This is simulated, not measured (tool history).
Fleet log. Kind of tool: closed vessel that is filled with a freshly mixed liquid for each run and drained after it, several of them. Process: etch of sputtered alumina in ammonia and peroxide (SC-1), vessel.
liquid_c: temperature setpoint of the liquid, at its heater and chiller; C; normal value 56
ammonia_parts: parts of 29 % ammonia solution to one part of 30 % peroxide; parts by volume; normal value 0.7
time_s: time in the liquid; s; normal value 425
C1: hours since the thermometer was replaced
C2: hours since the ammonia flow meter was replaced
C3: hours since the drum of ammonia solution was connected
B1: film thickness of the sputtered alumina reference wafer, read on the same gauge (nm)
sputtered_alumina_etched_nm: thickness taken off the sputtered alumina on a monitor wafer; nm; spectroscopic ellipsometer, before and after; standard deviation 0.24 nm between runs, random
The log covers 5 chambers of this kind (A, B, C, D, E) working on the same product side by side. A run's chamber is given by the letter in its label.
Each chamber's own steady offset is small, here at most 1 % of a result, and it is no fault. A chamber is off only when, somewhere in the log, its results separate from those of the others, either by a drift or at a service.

{"run": "1C", "hour": 9.8, "liquid_c": 56, "ammonia_parts": 0.7, "time_s": 425, "C1": 306.5, "C2": 722.2, "C3": 276.9, "B1": 60.006, "sputtered_alumina_etched_nm": 24.304}
{"run": "2E", "hour": 16.6, "liquid_c": 56, "ammonia_parts": 0.7, "time_s": 425, "C1": 329.4, "C2": 1188.3, "C3": 70.0, "B1": 59.998, "sputtered_alumina_etched_nm": 24.348}
{"run": "3A", "hour": 22.2, "liquid_c": 56, "ammonia_parts": 0.7, "time_s": 425, "C1": 2905.1, "C2": 79.4, "C3": 423.1, "B1": 59.991, "sputtered_alumina_etched_nm": 24.631}
{"run": "4D", "hour": 28.7, "liquid_c": 56, "ammonia_parts": 0.7, "time_s": 425, "C1": 797.3, "C2": 674.0, "C3": 165.1, "B1": 59.998, "sputtered_alumina_etched_nm": 24.138}
{"hour": 32.9, "done": "chamber A: thermometer replaced"}
{"run": "5B", "hour": 34.2, "liquid_c": 56, "ammonia_parts": 0.7, "time_s": 425, "C1": 77.0, "C2": 514.8, "C3": 145.4, "B1": 59.98, "sputtered_alumina_etched_nm": 24.48}
{"run": "6D", "hour": 40.4, "liquid_c": 56, "ammonia_parts": 0.7, "time_s": 425, "C1": 809.0, "C2": 685.7, "C3": 176.8, "B1": 60.001, "sputtered_alumina_etched_nm": 24.383}
{"run": "7E", "hour": 47.3, "liquid_c": 56, "ammonia_parts": 0.7, "time_s": 425, "C1": 360.1, "C2": 1219.0, "C3": 100.7, "B1": 60.001, "sputtered_alumina_etched_nm": 24.48}
{"run": "8B", "hour": 53.4, "liquid_c": 60, "ammonia_parts": 0.7, "time_s": 200, "C1": 96.2, "C2": 534.0, "C3": 164.6, "B1": 60.016, "sputtered_alumina_etched_nm": 14.193}
{"run": "9C", "hour": 61.8, "liquid_c": 60, "ammonia_parts": 0.7, "time_s": 200, "C1": 358.5, "C2": 774.2, "C3": 328.9, "B1": 60.026, "sputtered_alumina_etched_nm": 14.398}
{"run": "10A", "hour": 67.9, "liquid_c": 60, "ammonia_parts": 0.7, "time_s": 200, "C1": 35.0, "C2": 125.1, "C3": 468.8, "B1": 60.001, "sputtered_alumina_etched_nm": 14.162}
{"run": "11D", "hour": 77.0, "liquid_c": 60, "ammonia_parts": 0.7, "time_s": 200, "C1": 845.6, "C2": 722.3, "C3": 213.4, "B1": 59.983, "sputtered_alumina_etched_nm": 14.375}
{"run": "12B", "hour": 83.4, "liquid_c": 60, "ammonia_parts": 0.7, "time_s": 200, "C1": 126.2, "C2": 564.0, "C3": 194.6, "B1": 59.971, "sputtered_alumina_etched_nm": 14.178}
{"run": "13E", "hour": 89.3, "liquid_c": 56, "ammonia_parts": 0.7, "time_s": 425, "C1": 402.1, "C2": 1261.0, "C3": 142.7, "B1": 59.98, "sputtered_alumina_etched_nm": 24.559}
{"run": "14C", "hour": 99.3, "liquid_c": 56, "ammonia_parts": 0.7, "time_s": 425, "C1": 396.0, "C2": 811.7, "C3": 366.4, "B1": 59.97, "sputtered_alumina_etched_nm": 24.193}
{"hour": 103.1, "done": "chamber C: new drum of ammonia solution connected"}
{"hour": 108.8, "done": "chamber B: new drum of ammonia solution connected"}
{"run": "15A", "hour": 109.3, "liquid_c": 56, "ammonia_parts": 0.7, "time_s": 425, "C1": 76.4, "C2": 166.5, "C3": 510.2, "B1": 60.039, "sputtered_alumina_etched_nm": 24.376}
{"run": "16E", "hour": 119.1, "liquid_c": 56, "ammonia_parts": 0.7, "time_s": 425, "C1": 431.9, "C2": 1290.8, "C3": 172.5, "B1": 59.999, "sputtered_alumina_etched_nm": 25.143}
{"run": "17C", "hour": 125.2, "liquid_c": 56, "ammonia_parts": 0.7, "time_s": 425, "C1": 421.9, "C2": 837.6, "C3": 22.1, "B1": 60.01, "sputtered_alumina_etched_nm": 24.527}
{"run": "18A", "hour": 132.9, "liquid_c": 59, "ammonia_parts": 0.9, "time_s": 425, "C1": 100.0, "C2": 190.1, "C3": 533.8, "B1": 59.972, "sputtered_alumina_etched_nm": 29.894}
{"run": "19D", "hour": 141.9, "liquid_c": 59, "ammonia_parts": 0.9, "time_s": 425, "C1": 910.5, "C2": 787.2, "C3": 278.3, "B1": 60.021, "sputtered_alumina_etched_nm": 30.428}
{"run": "20B", "hour": 148.6, "liquid_c": 59, "ammonia_parts": 0.9, "time_s": 425, "C1": 191.4, "C2": 629.2, "C3": 39.8, "B1": 59.993, "sputtered_alumina_etched_nm": 29.233}
{"hour": 155.1, "done": "chamber E: ammonia flow meter replaced"}
{"run": "21B", "hour": 156.9, "liquid_c": 59, "ammonia_parts": 0.9, "time_s": 425, "C1": 199.7, "C2": 637.5, "C3": 48.1, "B1": 60.009, "sputtered_alumina_etched_nm": 28.965}
{"run": "22E", "hour": 166.0, "liquid_c": 59, "ammonia_parts": 0.9, "time_s": 425, "C1": 478.8, "C2": 10.9, "C3": 219.4, "B1": 59.994, "sputtered_alumina_etched_nm": 29.88}
{"run": "23A", "hour": 173.0, "liquid_c": 56, "ammonia_parts": 0.7, "time_s": 425, "C1": 140.1, "C2": 230.2, "C3": 573.9, "B1": 60.022, "sputtered_alumina_etched_nm": 24.807}
{"run": "24D", "hour": 180.0, "liquid_c": 56, "ammonia_parts": 0.7, "time_s": 425, "C1": 948.6, "C2": 825.3, "C3": 316.4, "B1": 60.009, "sputtered_alumina_etched_nm": 25.693}
{"run": "25C", "hour": 185.7, "liquid_c": 56, "ammonia_parts": 0.7, "time_s": 425, "C1": 482.4, "C2": 898.1, "C3": 82.6, "B1": 60.022, "sputtered_alumina_etched_nm": 24.584}
{"hour": 194.6, "done": "chamber C: ammonia flow meter replaced"}
{"run": "26B", "hour": 194.6, "liquid_c": 56, "ammonia_parts": 0.7, "time_s": 425, "C1": 237.4, "C2": 675.2, "C3": 85.8, "B1": 60.007, "sputtered_alumina_etched_nm": 24.362}
{"run": "27D", "hour": 200.4, "liquid_c": 56, "ammonia_parts": 0.7, "time_s": 425, "C1": 969.0, "C2": 845.7, "C3": 336.8, "B1": 59.986, "sputtered_alumina_etched_nm": 25.752}
{"run": "28A", "hour": 206.5, "liquid_c": 56, "ammonia_parts": 0.7, "time_s": 425, "C1": 173.6, "C2": 263.7, "C3": 607.4, "B1": 60.004, "sputtered_alumina_etched_nm": 24.762}
{"run": "29E", "hour": 216.0, "liquid_c": 56, "ammonia_parts": 0.7, "time_s": 425, "C1": 528.8, "C2": 60.9, "C3": 269.4, "B1": 60.013, "sputtered_alumina_etched_nm": 24.804}
{"run": "30C", "hour": 221.6, "liquid_c": 56, "ammonia_parts": 0.7, "time_s": 425, "C1": 518.3, "C2": 27.0, "C3": 118.5, "B1": 60.03, "sputtered_alumina_etched_nm": 24.586}
{"run": "31B", "hour": 229.5, "liquid_c": 56, "ammonia_parts": 0.7, "time_s": 425, "C1": 272.3, "C2": 710.1, "C3": 120.7, "B1": 60.01, "sputtered_alumina_etched_nm": 24.31}
{"run": "32E", "hour": 235.3, "liquid_c": 56, "ammonia_parts": 0.7, "time_s": 425, "C1": 548.1, "C2": 80.2, "C3": 288.7, "B1": 59.989, "sputtered_alumina_etched_nm": 24.726}
{"run": "33A", "hour": 243.8, "liquid_c": 56, "ammonia_parts": 0.7, "time_s": 425, "C1": 210.9, "C2": 301.0, "C3": 644.7, "B1": 60.002, "sputtered_alumina_etched_nm": 24.695}

One chamber off, gauge drift, or nothing amiss beyond the chambers' own small offsets? If it is a chamber, which one, and what is the likeliest cause?

It is chamber D that slowly wanders off from its peers.
Cause: liquid hotter than its thermometer reads (K) = 1.72.

Below are 4 candidate recipes for chamber D's next run, each the usual settings with a change, their results shown as question marks. Which of them brings D's results back in line with what the other chambers give on the usual settings?
Maximum distance from the other chambers' mean on the usual settings for a result to count as in line: sputtered_alumina_etched_nm 0.830 nm
{"run": "34D-1", "hour": 251.7, "liquid_c": 56.5, "ammonia_parts": 0.7, "time_s": 445, "sputtered_alumina_etched_nm": "?"}
{"run": "34D-2", "hour": 251.7, "liquid_c": 56.0, "ammonia_parts": 0.7, "time_s": 430, "sputtered_alumina_etched_nm": "?"}
{"run": "34D-3", "hour": 251.7, "liquid_c": 56.0, "ammonia_parts": 0.7, "time_s": 420, "sputtered_alumina_etched_nm": "?"}
{"run": "34D-4", "hour": 251.7, "liquid_c": 55.5, "ammonia_parts": 0.7, "time_s": 405, "sputtered_alumina_etched_nm": "?"}

What the other chambers average on the usual settings: sputtered_alumina_etched_nm 24.513 nm
run=34D-1 sputtered_alumina_etched_nm=28.544
run=34D-2 sputtered_alumina_etched_nm=26.874
run=34D-3 sputtered_alumina_etched_nm=26.249
run=34D-4 sputtered_alumina_etched_nm=24.659
With 34D-4, the chamber falls back in line with the rest.
